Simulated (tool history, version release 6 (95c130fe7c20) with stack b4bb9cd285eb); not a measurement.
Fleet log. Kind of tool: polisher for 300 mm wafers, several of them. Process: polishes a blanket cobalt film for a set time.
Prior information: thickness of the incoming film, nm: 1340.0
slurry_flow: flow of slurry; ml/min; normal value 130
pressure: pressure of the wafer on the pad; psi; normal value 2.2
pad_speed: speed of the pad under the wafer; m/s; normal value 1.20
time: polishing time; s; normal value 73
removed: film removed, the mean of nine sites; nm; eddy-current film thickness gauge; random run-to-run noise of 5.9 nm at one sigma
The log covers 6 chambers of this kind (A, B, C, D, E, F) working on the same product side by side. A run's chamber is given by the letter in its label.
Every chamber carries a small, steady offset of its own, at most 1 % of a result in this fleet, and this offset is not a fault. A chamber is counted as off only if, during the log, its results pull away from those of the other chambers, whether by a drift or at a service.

run     day  slurry_flow  pressure  pad_speed  time  wafers polished on this pad  hours since the slurry nozzle was cleaned  hours since the head pressure was calibrated  removed
 1A   0.362          130       2.2       1.20    73                          402                                       57.1                                          14.9   434.81
      0.454  -- chamber D: worn pad replaced by a new one
 2D   0.625          130       2.2       1.20    73                           23                                       51.6                                         792.4   445.95
 3E   0.912          130       2.2       1.20    73                          397                                      582.9                                        1561.8   425.91
 4C   1.129          130       2.2       1.20    73                          188                                      613.4                                         687.1   431.60
 5F   1.475          130       2.2       1.20    73                          314                                      176.8                                         279.4   440.43
      1.604  -- chamber E: head pressure recalibrated
 6B   1.746          130       2.2       1.20    73                          392                                      192.3                                         800.2   426.60
 7F   1.950          110       2.2       1.20    98                          378                                      188.2                                         290.8   565.94
 8A   2.304          110       2.2       1.20    98                          664                                      103.7                                          61.5   562.33
 9C   2.562          110       2.2       1.20    98                          380                                      647.8                                         721.5   558.80
      2.692  -- chamber F: worn pad replaced by a new one
10E   2.750          110       2.2       1.20    98                          644                                      627.0                                          27.6   546.73
11B   3.029          110       2.2       1.20    98                          564                                      223.1                                         831.0   561.68
12D   3.446          110       2.2       1.20    98                          402                                      119.3                                         860.1   561.62
13C   3.733          130       2.2       1.20    73                          538                                      675.9                                         749.6   424.14
14F   4.000          130       1.9       1.20    65                          176                                      237.4                                         340.0   337.80
15B   4.400          130       1.9       1.20    65                          748                                      256.0                                         863.9   325.71
      4.554  -- chamber B: worn pad replaced by a new one
16E   4.579          130       1.9       1.20    65                          890                                      670.9                                          71.5   326.05
17D   4.992          130       1.9       1.20    65                          610                                      156.4                                         897.2   324.23
18A   5.325          130       1.9       1.20    65                         1070                                      176.2                                         134.0   326.33
      5.596  -- chamber E: slurry nozzle cleaned
19E   5.600          130       1.9       1.20    65                         1028                                        0.1                                          96.0   316.46
20F   5.925          130       2.2       1.20    73                          435                                      283.6                                         386.2   425.05
21A   6.283          130       2.2       1.20    73                         1199                                      199.2                                         157.0   431.00
22C   6.500          130       2.2       1.20    73                          910                                      742.3                                         816.0   429.22
      6.608  -- chamber A: worn pad replaced by a new one
      6.612  -- chamber C: worn pad replaced by a new one
23D   6.721          130       2.2       1.20    73                          843                                      197.9                                         938.7   436.67
      6.846  -- chamber F: worn pad replaced by a new one
24B   7.046          130       2.2       1.20    73                          335                                      319.5                                         927.4   433.78
25B   7.271          130       2.2       1.20    73                          365                                      324.9                                         932.8   439.51
26F   7.529          130       2.2       1.20    73                           92                                      322.1                                         424.7   429.34
      7.567  -- chamber A: slurry nozzle cleaned
27A   7.771          130       2.2       1.20    73                          156                                        4.9                                         192.7   436.47
28C   8.146          130       2.2       1.20    73                          206                                      781.8                                         855.5   426.06
      8.196  -- chamber D: slurry nozzle cleaned
29E   8.475          130       2.2       1.20    73                         1414                                       69.1                                         165.0   404.34
      8.638  -- chamber D: worn pad replaced by a new one
30D   8.846          170       1.7       1.20    73                           28                                       15.7                                         989.7   351.61
31E   9.062          170       1.7       1.20    73                         1493                                       83.2                                         179.1   322.30
32C   9.442          170       1.7       1.20    73                          381                                      812.9                                         886.6   352.83
      9.529  -- chamber B: worn pad replaced by a new one
33A   9.812          170       1.7       1.20    73                          431                                       53.9                                         241.7   353.93
34B  10.146          170       1.7       1.20    73                           83                                      393.9                                        1001.8   351.55
35D  10.500          170       1.7       1.20    73                          250                                       55.4                                        1029.4   351.85
36F  10.783          130       2.2       1.20    73                          529                                      400.2                                         502.8   418.22
     10.788  -- chamber F: worn pad replaced by a new one
37B  11.017          130       2.2       1.20    73                          200                                      414.8                                        1022.7   430.80
     11.346  -- chamber C: slurry nozzle cleaned
38E  11.379          130       2.2       1.20    73                         1805                                      138.8                                         234.7   393.85
39A  11.612          130       2.2       1.20    73                          673                                       97.1                                         284.9   431.76
40D  11.912          130       2.2       1.20    73                          440                                       89.3                                        1063.3   435.42
41C  12.175          130       2.2       0.88    73                          748                                       19.9                                         952.2   311.90
42F  12.417          130       2.2       0.88    73                          219                                      439.4                                         542.0   312.36
43E  12.667          130       2.2       0.88    73                         1978                                      169.7                                         265.6   290.91

Each of the 6 chambers runs these same settings next. Fill in every chamber's results:
44A  12.967          130       2.2       1.20    73                                                                                                                              ?
44B  12.967          130       2.2       1.20    73                                                                                                                              ?
44C  12.967          130       2.2       1.20    73                                                                                                                              ?
44D  12.967          130       2.2       1.20    73                                                                                                                              ?
44E  12.967          130       2.2       1.20    73                                                                                                                              ?
44F  12.967          130       2.2       1.20    73                                                                                                                              ?

run  removed
44A   431.05
44B   438.87
44C   431.46
44D   435.33
44E   392.14
44F   437.00
